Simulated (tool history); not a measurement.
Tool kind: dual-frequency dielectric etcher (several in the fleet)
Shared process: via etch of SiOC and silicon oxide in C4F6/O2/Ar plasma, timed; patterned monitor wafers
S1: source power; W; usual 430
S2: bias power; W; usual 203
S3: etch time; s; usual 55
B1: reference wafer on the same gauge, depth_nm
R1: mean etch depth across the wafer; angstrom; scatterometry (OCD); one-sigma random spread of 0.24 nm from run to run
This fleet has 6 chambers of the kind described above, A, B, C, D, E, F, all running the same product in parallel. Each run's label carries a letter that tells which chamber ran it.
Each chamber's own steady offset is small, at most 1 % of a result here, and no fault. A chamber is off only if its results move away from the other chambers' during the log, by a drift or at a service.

| run | day | S1 | S2 | S3 | B1 | R1 |
|---|---|---|---|---|---|---|
| 1C | 0.208 | 430 | 203 | 55 | 54.046 | 660.88 |
| 2F | 0.342 | 430 | 203 | 55 | 54.125 | 660.42 |
| 3D | 0.575 | 430 | 203 | 55 | 54.092 | 662.93 |
| 4E | 0.733 | 430 | 203 | 55 | 54.078 | 662.2 |
| 5B | 0.892 | 430 | 203 | 55 | 54.171 | 665.85 |
| 6A | 1.083 | 430 | 203 | 55 | 54.154 | 664.91 |
| 7A | 1.204 | 430 | 203 | 55 | 54.15 | 667.41 |
| 8F | 1.358 | 430 | 203 | 55 | 54.104 | 653.21 |
| 9C | 1.546 | 430 | 203 | 55 | 54.136 | 661.3 |
| 10D | 1.7 | 430 | 203 | 66 | 54.111 | 798.57 |
| 11B | 1.904 | 430 | 203 | 66 | 54.038 | 792.79 |
| 12E | 2.133 | 430 | 203 | 66 | 54.071 | 796.41 |
|  | 2.233 | chamber E: wet clean of the chamber |
| 13C | 2.321 | 430 | 203 | 66 | 54.123 | 796.21 |
| 14A | 2.45 | 430 | 203 | 66 | 54.147 | 801.07 |
| 15D | 2.671 | 430 | 203 | 66 | 54.091 | 800.68 |
| 16F | 2.862 | 430 | 203 | 55 | 54.067 | 658.63 |
|  | 2.871 | chamber D: wet clean of the chamber |
| 17B | 3.042 | 430 | 203 | 55 | 54.115 | 657.31 |
| 18E | 3.196 | 430 | 203 | 55 | 54.103 | 683.37 |
| 19D | 3.354 | 430 | 203 | 55 | 54.18 | 666.81 |
| 20B | 3.542 | 430 | 203 | 55 | 54.073 | 662.61 |
| 21C | 3.779 | 430 | 203 | 55 | 54.165 | 664.68 |
| 22E | 3.946 | 430 | 203 | 55 | 54.122 | 685.15 |
| 23A | 4.092 | 430 | 203 | 55 | 54.097 | 670.2 |
| 24F | 4.196 | 430 | 203 | 55 | 54.08 | 662.14 |
| 25F | 4.342 | 430 | 203 | 55 | 54.109 | 660.6 |
| 26A | 4.5 | 430 | 227 | 55 | 54.127 | 693.4 |
| 27E | 4.612 | 430 | 227 | 55 | 54.104 | 710.21 |
| 28B | 4.75 | 430 | 227 | 55 | 54.142 | 689.56 |
| 29D | 4.954 | 430 | 227 | 55 | 54.055 | 687.92 |
| 30C | 5.117 | 430 | 227 | 55 | 54.087 | 686.73 |
| 31A | 5.304 | 430 | 227 | 55 | 54.067 | 692.03 |
| 32B | 5.475 | 430 | 203 | 55 | 54.12 | 661.81 |
|  | 5.604 | chamber B: wet clean of the chamber |
| 33E | 5.717 | 430 | 203 | 55 | 54.105 | 683 |
| 34D | 5.821 | 430 | 203 | 55 | 54.103 | 665.42 |
|  | 5.85 | chamber C: wet clean of the chamber |
| 35F | 5.971 | 430 | 203 | 55 | 54.076 | 658.42 |
| 36C | 6.121 | 430 | 203 | 55 | 54.145 | 660.15 |
| 37F | 6.238 | 430 | 203 | 55 | 54.074 | 653.49 |
| 38C | 6.458 | 430 | 203 | 55 | 54.11 | 662.56 |
| 39B | 6.688 | 350 | 203 | 63.5 | 54.113 | 711.37 |

Each of the 6 chambers runs these same settings next. Fill in every chamber's results:
| 40A | 6.858 | 430 | 203 | 40 |  | ? |
| 40B | 6.858 | 430 | 203 | 40 |  | ? |
| 40C | 6.858 | 430 | 203 | 40 |  | ? |
| 40D | 6.858 | 430 | 203 | 40 |  | ? |
| 40E | 6.858 | 430 | 203 | 40 |  | ? |
| 40F | 6.858 | 430 | 203 | 40 |  | ? |

| run | R1 |
|---|---|
| 40A | 481.52 |
| 40B | 483.14 |
| 40C | 477.31 |
| 40D | 483.9 |
| 40E | 495.03 |
| 40F | 478.1 |
